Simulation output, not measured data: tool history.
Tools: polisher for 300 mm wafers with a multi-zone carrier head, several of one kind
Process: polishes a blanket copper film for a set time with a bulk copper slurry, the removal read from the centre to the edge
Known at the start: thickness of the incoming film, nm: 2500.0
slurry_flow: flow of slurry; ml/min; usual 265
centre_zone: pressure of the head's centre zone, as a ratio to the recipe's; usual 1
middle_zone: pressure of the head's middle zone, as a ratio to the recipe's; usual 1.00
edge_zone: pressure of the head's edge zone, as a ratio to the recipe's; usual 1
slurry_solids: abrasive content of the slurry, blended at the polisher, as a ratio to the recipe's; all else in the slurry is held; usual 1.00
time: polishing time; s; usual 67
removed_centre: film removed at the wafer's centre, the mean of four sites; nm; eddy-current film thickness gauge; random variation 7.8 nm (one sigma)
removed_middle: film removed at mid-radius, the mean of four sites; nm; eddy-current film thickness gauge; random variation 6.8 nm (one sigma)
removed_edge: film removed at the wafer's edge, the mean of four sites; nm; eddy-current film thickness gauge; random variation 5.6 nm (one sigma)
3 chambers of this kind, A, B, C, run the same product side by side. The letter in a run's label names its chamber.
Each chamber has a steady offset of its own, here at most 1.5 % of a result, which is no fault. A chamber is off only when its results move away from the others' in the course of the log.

run,hour,slurry_flow,centre_zone,middle_zone,edge_zone,slurry_solids,time,wafers polished on this pad,hours since the slurry nozzle was cleaned,hours since the centre zone pressure was calibrated,hours since the edge zone pressure was calibrated,removed_centre,removed_middle,removed_edge
# hour 5.0: chamber C: centre zone pressure recalibrated
# hour 8.8: chamber B: worn pad replaced by a new one
1C,8.9,265,1,1.00,1,1.00,67,98,249.1,3.9,709.9,641.06,628.93,648.23
2A,13.8,265,1,1.00,1,1.00,67,417,389.7,734.7,193.6,658.38,660.58,662.63
3B,20.9,265,1,1.00,1,1.00,67,119,192.0,112.6,905.5,639.19,658.22,649.86
4B,30.7,265,1,1.00,1,1.00,67,215,201.8,122.4,915.3,644.00,663.46,651.58
5C,36.5,265,1,1.00,1,1.00,67,370,276.7,31.5,737.5,650.95,652.07,652.14
# hour 42.5: chamber C: slurry nozzle cleaned
6A,46.6,265,1,1.00,1,1.00,67,740,422.5,767.5,226.4,657.71,654.96,647.35
7B,52.9,265,1,1.00,1,1.00,67,434,224.0,144.6,937.5,661.98,666.56,649.64
8A,62.8,265,1,1.00,1,1.00,67,900,438.7,783.7,242.6,653.60,661.07,649.10
9C,72.7,265,1,1.00,1,1.00,67,727,30.2,67.7,773.7,642.35,636.63,648.29
10A,83.3,325,1,1.00,1,1.15,67,1102,459.2,804.2,263.1,687.34,694.36,685.28
11C,92.9,325,1,1.00,1,1.15,67,926,50.4,87.9,793.9,676.99,671.05,680.71
12B,102.5,325,1,1.00,1,1.15,67,923,273.6,194.2,987.1,669.75,677.87,682.57
# hour 105.9: chamber C: worn pad replaced by a new one
13B,107.5,265,1,1.00,1,1.00,67,972,278.6,199.2,992.1,647.14,652.33,661.98
14C,113.1,265,1,1.00,1,1.00,67,71,70.6,108.1,814.1,647.65,652.62,653.90
# hour 117.4: chamber B: worn pad replaced by a new one
15A,122.8,265,1,1.00,1,1.00,67,1492,498.7,843.7,302.6,654.03,643.62,641.45
# hour 123.5: chamber B: slurry nozzle cleaned
16C,130.6,265,1,1.00,1,1.00,67,244,88.1,125.6,831.6,663.71,647.02,655.03
17A,139.8,265,1,1.00,1,1.00,67,1659,515.7,860.7,319.6,639.92,645.60,634.97
18B,149.4,265,1,1.00,1,1.00,67,315,26.0,241.1,1034.0,658.65,657.60,648.97
19A,158.1,265,1,1.00,1,1.00,67,1839,534.0,879.0,337.9,656.09,636.72,634.92
20C,165.5,265,1,1.00,1,1.00,67,588,123.0,160.5,866.5,647.12,639.45,650.60
21B,174.6,265,1,1.00,1,1.00,67,564,51.2,266.3,1059.2,651.75,654.87,651.15
22B,184.5,265,1,1.00,1,1.00,67,661,61.1,276.2,1069.1,660.46,650.87,655.47
# hour 190.5: chamber A: edge zone pressure recalibrated
23C,192.3,265,1,1.00,1,1.00,67,852,149.8,187.3,893.3,649.29,645.85,640.87
24A,198.8,265,1,1.00,1,1.00,67,2241,574.7,919.7,8.3,627.71,624.38,626.14
# hour 200.0: chamber C: worn pad replaced by a new one
25A,205.2,265,1,1.00,1,1.00,67,2304,581.1,926.1,14.7,619.01,615.98,623.17
# hour 208.1: chamber B: worn pad replaced by a new one
26B,214.4,265,1,1.00,1,1.00,67,62,91.0,306.1,1099.0,645.97,659.22,656.46
27C,223.1,265,1,1.00,1,1.00,67,227,180.6,218.1,924.1,645.11,651.21,651.12
28A,232.6,320,1,1.00,1,1.15,67,2574,608.5,953.5,42.1,660.61,651.04,648.77
29B,239.0,320,1,1.00,1,1.15,67,304,115.6,330.7,1123.6,681.14,686.84,681.20
30C,249.3,320,1,1.00,1,1.15,67,486,206.8,244.3,950.3,675.33,682.87,681.63
31B,254.5,330,1,1.00,1,1.00,84,457,131.1,346.2,1139.1,823.22,841.40,825.29
32C,262.4,330,1,1.00,1,1.00,84,615,219.9,257.4,963.4,836.98,810.92,829.06
33A,268.9,330,1,1.00,1,1.00,84,2932,644.8,989.8,78.4,778.16,801.59,772.29
34C,276.5,265,1,1.00,1,1.00,67,754,234.0,271.5,977.5,650.91,641.19,650.00
# hour 284.6: chamber C: slurry nozzle cleaned
35B,285.8,265,1,1.00,1,1.00,67,766,162.4,377.5,1170.4,638.12,662.11,646.76
# hour 293.1: chamber C: worn pad replaced by a new one
36A,295.0,265,1,1.00,1,1.00,67,3189,670.9,1015.9,104.5,603.09,615.81,611.87
37C,299.7,265,1,1.00,1,1.00,67,65,15.1,294.7,1000.7,646.05,639.27,650.14
38A,304.3,265,1,1.00,1,1.00,67,3281,680.2,1025.2,113.8,610.49,604.73,615.48
39B,308.8,265,1,1.00,1,1.00,67,992,185.4,400.5,1193.4,640.27,657.55,657.38
40A,316.9,210,1,1.05,1,1.00,67,3405,692.8,1037.8,126.4,579.15,624.33,595.34
# hour 318.2: chamber B: worn pad replaced by a new one
41C,325.2,210,1,1.05,1,1.00,67,316,40.6,320.2,1026.2,631.61,657.91,638.14
42B,331.2,210,1,1.05,1,1.00,67,128,207.8,422.9,1215.8,635.55,674.06,635.69
43C,337.4,265,1,1.00,1,1.00,67,436,52.8,332.4,1038.4,635.95,646.10,647.99

Next, every chamber runs the same settings. What will each give?
44A,345.0,265,1,1.00,1,1.30,67,,,,,?,?,?
44B,345.0,265,1,1.00,1,1.30,67,,,,,?,?,?
44C,345.0,265,1,1.00,1,1.30,67,,,,,?,?,?

run,removed_centre,removed_middle,removed_edge
44A,631.35,625.57,631.35
44B,686.82,701.44,686.54
44C,688.34,684.87,687.56
